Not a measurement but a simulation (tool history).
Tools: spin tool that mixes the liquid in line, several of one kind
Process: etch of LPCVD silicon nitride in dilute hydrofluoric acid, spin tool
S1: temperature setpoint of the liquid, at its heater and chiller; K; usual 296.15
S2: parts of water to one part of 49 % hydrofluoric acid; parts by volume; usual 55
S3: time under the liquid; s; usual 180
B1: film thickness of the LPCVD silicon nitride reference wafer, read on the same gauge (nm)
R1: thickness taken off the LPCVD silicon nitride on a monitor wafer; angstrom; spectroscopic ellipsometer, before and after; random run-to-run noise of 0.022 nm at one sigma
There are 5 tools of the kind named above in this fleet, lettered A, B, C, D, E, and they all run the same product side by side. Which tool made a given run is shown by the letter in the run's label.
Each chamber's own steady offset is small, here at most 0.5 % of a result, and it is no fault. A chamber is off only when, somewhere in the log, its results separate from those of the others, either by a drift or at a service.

Run 1E, day 0.471: usual settings; B1 69.982. Result: R1 14.247 angstrom.
Run 2C, day 0.983: usual settings; B1 69.975. Result: R1 13.715 angstrom.
Run 3A, day 1.521: usual settings; B1 69.97. Result: R1 13.322 angstrom.
Run 4B, day 1.85: usual settings; B1 70.021. Result: R1 13.767 angstrom.
Run 5D, day 2.292: usual settings but S2 70 parts by volume; B1 69.987. Result: R1 10.859 angstrom.
Run 6B, day 2.654: usual settings but S2 70 parts by volume; B1 70.022. Result: R1 10.882 angstrom.
Run 7A, day 3.162: usual settings but S2 70 parts by volume; B1 70.031. Result: R1 10.761 angstrom.
Run 8E, day 3.525: usual settings but S2 70 parts by volume; B1 70.028. Result: R1 10.91 angstrom.
Run 9D, day 3.846: usual settings but S2 70 parts by volume; B1 70.004. Result: R1 10.952 angstrom.
Run 10C, day 4.2: usual settings; B1 69.989. Result: R1 13.452 angstrom.
At day 4.517: chamber D: hydrofluoric acid flow meter replaced.
Run 11B, day 4.567: usual settings; B1 70.033. Result: R1 13.521 angstrom.
Run 12A, day 5.083: usual settings; B1 69.993. Result: R1 13.395 angstrom.
Run 13C, day 5.608: usual settings; B1 69.984. Result: R1 13.983 angstrom.
Run 14E, day 5.933: usual settings but S2 40 parts by volume; B1 70.036. Result: R1 19.404 angstrom.
Run 15D, day 6.271: usual settings but S2 40 parts by volume; B1 69.949. Result: R1 18.084 angstrom.
Run 16A, day 6.829: usual settings but S2 40 parts by volume; B1 69.975. Result: R1 18.272 angstrom.
At day 7.192: chamber E: hydrofluoric acid flow meter replaced.
Run 17B, day 7.225: usual settings but S2 40 parts by volume; B1 70.041. Result: R1 18.892 angstrom.
At day 7.304: chamber B: hydrofluoric acid flow meter replaced.
Run 18D, day 7.529: usual settings but S2 40 parts by volume; B1 70.009. Result: R1 17.441 angstrom.
Run 19E, day 7.854: usual settings; B1 70.054. Result: R1 13.527 angstrom.
Run 20C, day 8.4: usual settings; B1 70.006. Result: R1 13.953 angstrom.
Run 21E, day 8.912: usual settings; B1 69.984. Result: R1 13.632 angstrom.
Run 22B, day 9.354: usual settings; B1 69.986. Result: R1 13.923 angstrom.
At day 9.6: chamber E: thermometer replaced.
Run 23C, day 9.833: usual settings; B1 69.978. Result: R1 13.712 angstrom.
Run 24D, day 10.146: usual settings; B1 69.994. Result: R1 12.619 angstrom.
Run 25A, day 10.588: usual settings; B1 70.041. Result: R1 13.707 angstrom.
Run 26E, day 10.85: usual settings but S1 299.15 K, S2 75 parts by volume; B1 69.979. Result: R1 12.169 angstrom.
Run 27A, day 11.221: usual settings but S1 299.15 K, S2 75 parts by volume; B1 70.015. Result: R1 12.226 angstrom.
Run 28C, day 11.638: usual settings but S1 299.15 K, S2 75 parts by volume; B1 69.984. Result: R1 12.574 angstrom.
Run 29D, day 12.062: usual settings but S1 299.15 K, S2 75 parts by volume; B1 69.966. Result: R1 11.227 angstrom.
Run 30B, day 12.621: usual settings but S1 299.15 K, S2 75 parts by volume; B1 69.991. Result: R1 12.086 angstrom.
Run 31A, day 13.096: usual settings; B1 70.002. Result: R1 13.842 angstrom.
At day 13.296: chamber C: hydrofluoric acid flow meter replaced.
Run 32D, day 13.417: usual settings; B1 69.987. Result: R1 12.004 angstrom.
Run 33B, day 13.854: usual settings; B1 70.041. Result: R1 13.692 angstrom.
Run 34E, day 14.388: usual settings but S1 299.15 K, S3 240 s; B1 69.987. Result: R1 22.167 angstrom.
Run 35C, day 14.921: usual settings but S1 299.15 K, S3 240 s; B1 70.041. Result: R1 22.581 angstrom.

One chamber off, gauge drift, or nothing amiss beyond the chambers' own small offsets? If it is a chamber, which one, and what is the likeliest cause?

Chamber D drifts away from the others.
Most likely cause: liquid colder than its thermometer reads (K) = 1.98.

Below are 4 candidate recipes for chamber D's next run, each the usual settings with a change, their results shown as question marks. Which of them brings D's results back in line with what the other chambers give on the usual settings?
Allowed miss from the other chambers' usual-settings mean, per result, to count as in line: R1 0.78 angstrom
Run 36D-1, day 15.329: usual settings but S1 296.65 K, S3 200 s. Result: R1 ?.
Run 36D-2, day 15.329: usual settings but S3 185 s. Result: R1 ?.
Run 36D-3, day 15.329: usual settings but S1 295.65 K, S2 60 parts by volume. Result: R1 ?.
Run 36D-4, day 15.329: usual settings but S3 175 s. Result: R1 ?.

What the other chambers average on the usual settings: R1 13.649 angstrom
  run      R1
36D-1  13.577
36D-2  12.135
36D-3  10.474
36D-4  11.479
With 36D-1, the chamber falls back in line with the rest.
